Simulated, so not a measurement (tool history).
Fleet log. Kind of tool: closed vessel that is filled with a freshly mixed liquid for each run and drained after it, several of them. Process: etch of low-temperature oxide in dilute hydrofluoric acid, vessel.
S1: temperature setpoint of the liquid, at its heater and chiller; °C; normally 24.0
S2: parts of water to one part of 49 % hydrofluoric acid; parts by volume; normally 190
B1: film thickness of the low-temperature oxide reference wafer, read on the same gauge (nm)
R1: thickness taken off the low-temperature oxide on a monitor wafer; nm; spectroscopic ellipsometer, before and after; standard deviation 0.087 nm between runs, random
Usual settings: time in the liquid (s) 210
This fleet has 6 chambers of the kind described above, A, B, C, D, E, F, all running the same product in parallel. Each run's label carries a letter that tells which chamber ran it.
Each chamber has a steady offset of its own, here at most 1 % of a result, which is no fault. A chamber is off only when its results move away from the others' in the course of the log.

{"run": "1F", "hour": 5.2, "S1": 24.0, "S2": 190, "time in the liquid (s)": 210, "B1": 109.98, "R1": 10.684}
{"run": "2E", "hour": 10.7, "S1": 24.0, "S2": 190, "time in the liquid (s)": 210, "B1": 110.01, "R1": 10.553}
{"run": "3B", "hour": 15.6, "S1": 24.0, "S2": 190, "time in the liquid (s)": 210, "B1": 110.0, "R1": 10.429}
{"run": "4A", "hour": 22.3, "S1": 24.0, "S2": 190, "time in the liquid (s)": 210, "B1": 110.0, "R1": 10.752}
{"run": "5D", "hour": 28.7, "S1": 24.0, "S2": 190, "time in the liquid (s)": 305, "B1": 110.0, "R1": 15.472}
{"run": "6C", "hour": 34.2, "S1": 24.0, "S2": 190, "time in the liquid (s)": 305, "B1": 110.01, "R1": 15.417}
{"run": "7F", "hour": 41.3, "S1": 24.0, "S2": 190, "time in the liquid (s)": 305, "B1": 110.01, "R1": 15.322}
{"run": "8D", "hour": 48.2, "S1": 24.0, "S2": 190, "time in the liquid (s)": 305, "B1": 110.0, "R1": 15.701}
{"run": "9E", "hour": 52.8, "S1": 24.0, "S2": 190, "time in the liquid (s)": 305, "B1": 110.01, "R1": 15.376}
{"run": "10C", "hour": 60.7, "S1": 24.0, "S2": 190, "time in the liquid (s)": 305, "B1": 110.01, "R1": 15.43}
{"run": "11A", "hour": 70.5, "S1": 24.0, "S2": 190, "time in the liquid (s)": 210, "B1": 110.0, "R1": 10.667}
{"run": "12B", "hour": 77.5, "S1": 24.0, "S2": 265, "time in the liquid (s)": 260, "B1": 109.99, "R1": 8.5855}
{"run": "13E", "hour": 84.6, "S1": 24.0, "S2": 265, "time in the liquid (s)": 260, "B1": 109.99, "R1": 8.5851}
{"run": "14B", "hour": 93.2, "S1": 24.0, "S2": 265, "time in the liquid (s)": 260, "B1": 110.0, "R1": 8.6469}
{"run": "15C", "hour": 97.6, "S1": 24.0, "S2": 265, "time in the liquid (s)": 260, "B1": 110.01, "R1": 8.5858}
{"run": "16A", "hour": 106.2, "S1": 24.0, "S2": 265, "time in the liquid (s)": 260, "B1": 110.02, "R1": 8.9038}
{"run": "17F", "hour": 113.0, "S1": 24.0, "S2": 265, "time in the liquid (s)": 260, "B1": 110.0, "R1": 8.5997}
{"run": "18D", "hour": 121.5, "S1": 24.0, "S2": 190, "time in the liquid (s)": 210, "B1": 110.0, "R1": 10.692}
{"run": "19A", "hour": 126.9, "S1": 24.0, "S2": 190, "time in the liquid (s)": 210, "B1": 110.0, "R1": 10.897}
{"run": "20D", "hour": 133.8, "S1": 24.0, "S2": 190, "time in the liquid (s)": 210, "B1": 110.01, "R1": 10.675}
{"run": "21F", "hour": 141.9, "S1": 24.0, "S2": 190, "time in the liquid (s)": 210, "B1": 110.01, "R1": 10.538}
{"run": "22B", "hour": 149.9, "S1": 21.0, "S2": 155, "time in the liquid (s)": 210, "B1": 110.0, "R1": 11.852}
{"run": "23C", "hour": 159.0, "S1": 21.0, "S2": 155, "time in the liquid (s)": 210, "B1": 110.0, "R1": 11.885}
{"hour": 159.4, "done": "chamber E: hydrofluoric acid flow meter replaced"}
{"run": "24E", "hour": 163.7, "S1": 21.0, "S2": 155, "time in the liquid (s)": 210, "B1": 110.0, "R1": 12.134}
{"run": "25C", "hour": 169.0, "S1": 21.0, "S2": 155, "time in the liquid (s)": 210, "B1": 109.99, "R1": 11.893}
{"run": "26E", "hour": 175.0, "S1": 21.0, "S2": 155, "time in the liquid (s)": 210, "B1": 109.99, "R1": 12.193}
{"run": "27F", "hour": 180.6, "S1": 21.0, "S2": 155, "time in the liquid (s)": 210, "B1": 110.02, "R1": 12.131}
{"run": "28D", "hour": 187.5, "S1": 24.0, "S2": 190, "time in the liquid (s)": 210, "B1": 110.0, "R1": 10.625}
{"run": "29A", "hour": 193.9, "S1": 28.5, "S2": 190, "time in the liquid (s)": 210, "B1": 110.0, "R1": 13.159}
{"run": "30B", "hour": 201.8, "S1": 28.5, "S2": 190, "time in the liquid (s)": 210, "B1": 110.01, "R1": 12.247}
{"run": "31C", "hour": 206.2, "S1": 28.5, "S2": 190, "time in the liquid (s)": 210, "B1": 109.99, "R1": 12.256}
{"hour": 211.9, "done": "chamber D: thermometer replaced"}
{"run": "32A", "hour": 213.9, "S1": 28.5, "S2": 190, "time in the liquid (s)": 210, "B1": 110.01, "R1": 13.329}
{"run": "33B", "hour": 222.0, "S1": 28.5, "S2": 190, "time in the liquid (s)": 210, "B1": 110.0, "R1": 12.378}
{"run": "34D", "hour": 230.2, "S1": 28.5, "S2": 190, "time in the liquid (s)": 210, "B1": 110.0, "R1": 12.498}
{"run": "35F", "hour": 234.9, "S1": 24.0, "S2": 190, "time in the liquid (s)": 210, "B1": 110.0, "R1": 10.515}
{"run": "36E", "hour": 239.5, "S1": 24.0, "S2": 190, "time in the liquid (s)": 210, "B1": 110.0, "R1": 10.689}
{"run": "37A", "hour": 245.3, "S1": 24.0, "S2": 190, "time in the liquid (s)": 210, "B1": 109.99, "R1": 11.588}

The same settings go to every chamber for the next run, one line per chamber below. Forecast the results for each:
{"run": "38A", "hour": 252.4, "S1": 24.0, "S2": 190, "time in the liquid (s)": 210, "R1": "?"}
{"run": "38B", "hour": 252.4, "S1": 24.0, "S2": 190, "time in the liquid (s)": 210, "R1": "?"}
{"run": "38C", "hour": 252.4, "S1": 24.0, "S2": 190, "time in the liquid (s)": 210, "R1": "?"}
{"run": "38D", "hour": 252.4, "S1": 24.0, "S2": 190, "time in the liquid (s)": 210, "R1": "?"}
{"run": "38E", "hour": 252.4, "S1": 24.0, "S2": 190, "time in the liquid (s)": 210, "R1": "?"}
{"run": "38F", "hour": 252.4, "S1": 24.0, "S2": 190, "time in the liquid (s)": 210, "R1": "?"}

run=38A R1=11.5750
run=38B R1=10.4940
run=38C R1=10.4360
run=38D R1=10.5130
run=38E R1=10.5810
run=38F R1=10.4550
